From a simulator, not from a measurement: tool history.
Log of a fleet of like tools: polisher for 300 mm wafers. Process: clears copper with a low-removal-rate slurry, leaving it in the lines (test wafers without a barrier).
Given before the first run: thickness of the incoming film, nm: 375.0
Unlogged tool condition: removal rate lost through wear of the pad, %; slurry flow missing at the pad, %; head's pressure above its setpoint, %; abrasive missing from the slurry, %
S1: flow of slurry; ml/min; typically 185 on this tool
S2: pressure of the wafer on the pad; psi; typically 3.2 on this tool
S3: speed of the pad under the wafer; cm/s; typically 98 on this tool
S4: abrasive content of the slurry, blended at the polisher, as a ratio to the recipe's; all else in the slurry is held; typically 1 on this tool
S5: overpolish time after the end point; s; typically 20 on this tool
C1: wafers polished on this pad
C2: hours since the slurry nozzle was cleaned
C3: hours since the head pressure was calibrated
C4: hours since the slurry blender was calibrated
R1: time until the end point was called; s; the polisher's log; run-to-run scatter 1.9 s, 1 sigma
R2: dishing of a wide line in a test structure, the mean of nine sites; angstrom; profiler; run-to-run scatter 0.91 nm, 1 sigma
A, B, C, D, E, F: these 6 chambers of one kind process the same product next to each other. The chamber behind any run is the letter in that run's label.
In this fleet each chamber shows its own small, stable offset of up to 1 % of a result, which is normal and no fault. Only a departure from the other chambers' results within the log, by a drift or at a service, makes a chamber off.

| run | day | S1 | S2 | S3 | S4 | S5 | C1 | C2 | C3 | C4 | R1 | R2 |
|---|---|---|---|---|---|---|---|---|---|---|---|---|
| 1B | 0.212 | 185 | 3.2 | 98 | 1 | 20 | 787 | 117.7 | 584.8 | 273.9 | 103.62 | 495.99 |
|  | 0.279 | chamber E: slurry blender recalibrated |
|  | 0.333 | chamber C: slurry blender recalibrated |
| 2F | 0.379 | 185 | 3.2 | 98 | 1 | 20 | 354 | 789.4 | 358.2 | 171.7 | 107.71 | 492.82 |
| 3C | 0.512 | 185 | 3.2 | 98 | 1 | 20 | 367 | 103.6 | 418.9 | 4.3 | 103.1 | 490.41 |
| 4A | 0.696 | 185 | 3.2 | 98 | 1 | 20 | 200 | 389.8 | 604 | 90.6 | 101.63 | 487.26 |
| 5E | 0.842 | 185 | 3.2 | 98 | 1 | 20 | 364 | 190 | 139.2 | 13.5 | 107.1 | 508.79 |
| 6D | 0.996 | 185 | 3.2 | 78 | 0.85 | 20 | 740 | 431.6 | 350 | 40.3 | 137.69 | 379.98 |
| 7A | 1.146 | 185 | 3.2 | 78 | 0.85 | 20 | 254 | 400.6 | 614.8 | 101.4 | 136.8 | 384.49 |
|  | 1.271 | chamber A: slurry nozzle cleaned |
| 8C | 1.338 | 185 | 3.2 | 78 | 0.85 | 20 | 467 | 123.4 | 438.7 | 24.1 | 135.74 | 388.58 |
| 9E | 1.492 | 185 | 3.2 | 78 | 0.85 | 20 | 442 | 205.6 | 154.8 | 29.1 | 136.44 | 390.74 |
|  | 1.504 | chamber B: worn pad replaced by a new one |
| 10D | 1.592 | 185 | 3.2 | 78 | 0.85 | 20 | 812 | 445.9 | 364.3 | 54.6 | 142.88 | 384.34 |
|  | 1.758 | chamber E: worn pad replaced by a new one |
| 11B | 1.788 | 185 | 3.2 | 78 | 0.85 | 20 | 34 | 155.5 | 622.6 | 311.7 | 130.9 | 391.54 |
| 12F | 2 | 185 | 3.2 | 98 | 1 | 20 | 550 | 828.3 | 397.1 | 210.6 | 102.85 | 491.56 |
|  | 2.175 | chamber F: slurry nozzle cleaned |
| 13A | 2.212 | 185 | 3.2 | 98 | 1 | 20 | 383 | 22.7 | 640.4 | 127 | 104.37 | 472.89 |
| 14B | 2.412 | 185 | 3.2 | 98 | 1 | 20 | 109 | 170.5 | 637.6 | 326.7 | 107.11 | 475.56 |
| 15F | 2.533 | 185 | 3.2 | 98 | 1 | 20 | 614 | 8.6 | 409.9 | 223.4 | 109.94 | 477.3 |
| 16E | 2.704 | 185 | 3.2 | 98 | 1 | 20 | 114 | 234.7 | 183.9 | 58.2 | 104.62 | 487.21 |
| 17D | 2.804 | 185 | 3.2 | 98 | 1 | 20 | 959 | 475 | 393.4 | 83.7 | 104.56 | 492.05 |
| 18C | 2.979 | 185 | 3.2 | 98 | 1 | 20 | 665 | 162.8 | 478.1 | 63.5 | 103.79 | 475.47 |
| 19D | 3.1 | 240 | 2.2 | 98 | 1 | 20 | 995 | 482.1 | 400.5 | 90.8 | 145.56 | 352.37 |
| 20B | 3.288 | 240 | 2.2 | 98 | 1 | 20 | 215 | 191.5 | 658.6 | 347.7 | 141.12 | 353.25 |
| 21A | 3.433 | 240 | 2.2 | 98 | 1 | 20 | 531 | 52 | 669.7 | 156.3 | 148.17 | 352.08 |
| 22E | 3.621 | 240 | 2.2 | 98 | 1 | 20 | 225 | 256.7 | 205.9 | 80.2 | 147.5 | 344.12 |
| 23F | 3.742 | 240 | 2.2 | 98 | 1 | 20 | 760 | 37.6 | 438.9 | 252.4 | 147.21 | 329.22 |
| 24C | 3.892 | 240 | 2.2 | 98 | 1 | 20 | 775 | 184.7 | 500 | 85.4 | 146.76 | 352.12 |
| 25C | 4.029 | 210 | 3.9 | 98 | 1 | 20 | 792 | 188 | 503.3 | 88.7 | 84.725 | 565.07 |
| 26E | 4.138 | 210 | 3.9 | 98 | 1 | 20 | 287 | 269.1 | 218.3 | 92.6 | 82.395 | 594.29 |
| 27B | 4.279 | 210 | 3.9 | 98 | 1 | 20 | 335 | 215.3 | 682.4 | 371.5 | 83.413 | 579.01 |
| 28F | 4.379 | 210 | 3.9 | 98 | 1 | 20 | 837 | 52.9 | 454.2 | 267.7 | 89.073 | 562.97 |
| 29A | 4.483 | 210 | 3.9 | 98 | 1 | 20 | 658 | 77.2 | 694.9 | 181.5 | 81.067 | 579.85 |
| 30D | 4.633 | 210 | 3.9 | 98 | 1 | 20 | 1180 | 518.9 | 437.3 | 127.6 | 84.134 | 586.49 |
| 31A | 4.846 | 185 | 4.2 | 98 | 1 | 15 | 702 | 85.9 | 703.6 | 190.2 | 78.744 | 469.31 |
| 32F | 5.012 | 185 | 4.2 | 98 | 1 | 15 | 914 | 68.1 | 469.4 | 282.9 | 82.984 | 462.78 |
| 33C | 5.162 | 185 | 4.2 | 98 | 1 | 15 | 929 | 215.2 | 530.5 | 115.9 | 78.901 | 485.66 |
|  | 5.283 | chamber E: worn pad replaced by a new one |
| 34D | 5.375 | 185 | 4.2 | 98 | 1 | 15 | 1270 | 536.7 | 455.1 | 145.4 | 81.271 | 481.51 |
| 35E | 5.542 | 185 | 4.2 | 98 | 1 | 15 | 31 | 302.8 | 252 | 126.3 | 79.983 | 506.25 |
| 36B | 5.692 | 185 | 4.2 | 98 | 1 | 15 | 506 | 249.2 | 716.3 | 405.4 | 79.6 | 484.22 |
| 37C | 5.896 | 185 | 3.2 | 98 | 1 | 20 | 1018 | 232.8 | 548.1 | 133.5 | 103.02 | 481.51 |
| 38E | 6.042 | 185 | 3.2 | 98 | 1 | 20 | 91 | 314.8 | 264 | 138.3 | 104.08 | 489.85 |
| 39B | 6.238 | 185 | 3.2 | 98 | 1 | 20 | 572 | 262.3 | 729.4 | 418.5 | 102.67 | 489.38 |

Next, all 6 chambers run the settings below, one line each with question marks for the results. What does each chamber give?
| 40A | 6.396 | 185 | 3.2 | 98 | 1 | 20 |  |  |  |  | ? | ? |
| 40B | 6.396 | 185 | 3.2 | 98 | 1 | 20 |  |  |  |  | ? | ? |
| 40C | 6.396 | 185 | 3.2 | 98 | 1 | 20 |  |  |  |  | ? | ? |
| 40D | 6.396 | 185 | 3.2 | 98 | 1 | 20 |  |  |  |  | ? | ? |
| 40E | 6.396 | 185 | 3.2 | 98 | 1 | 20 |  |  |  |  | ? | ? |
| 40F | 6.396 | 185 | 3.2 | 98 | 1 | 20 |  |  |  |  | ? | ? |

| run | R1 | R2 |
|---|---|---|
| 40A | 104.51 | 494.41 |
| 40B | 103.67 | 486.58 |
| 40C | 106.15 | 477.7 |
| 40D | 106.05 | 471.29 |
| 40E | 101.43 | 487.89 |
| 40F | 120.14 | 425.65 |
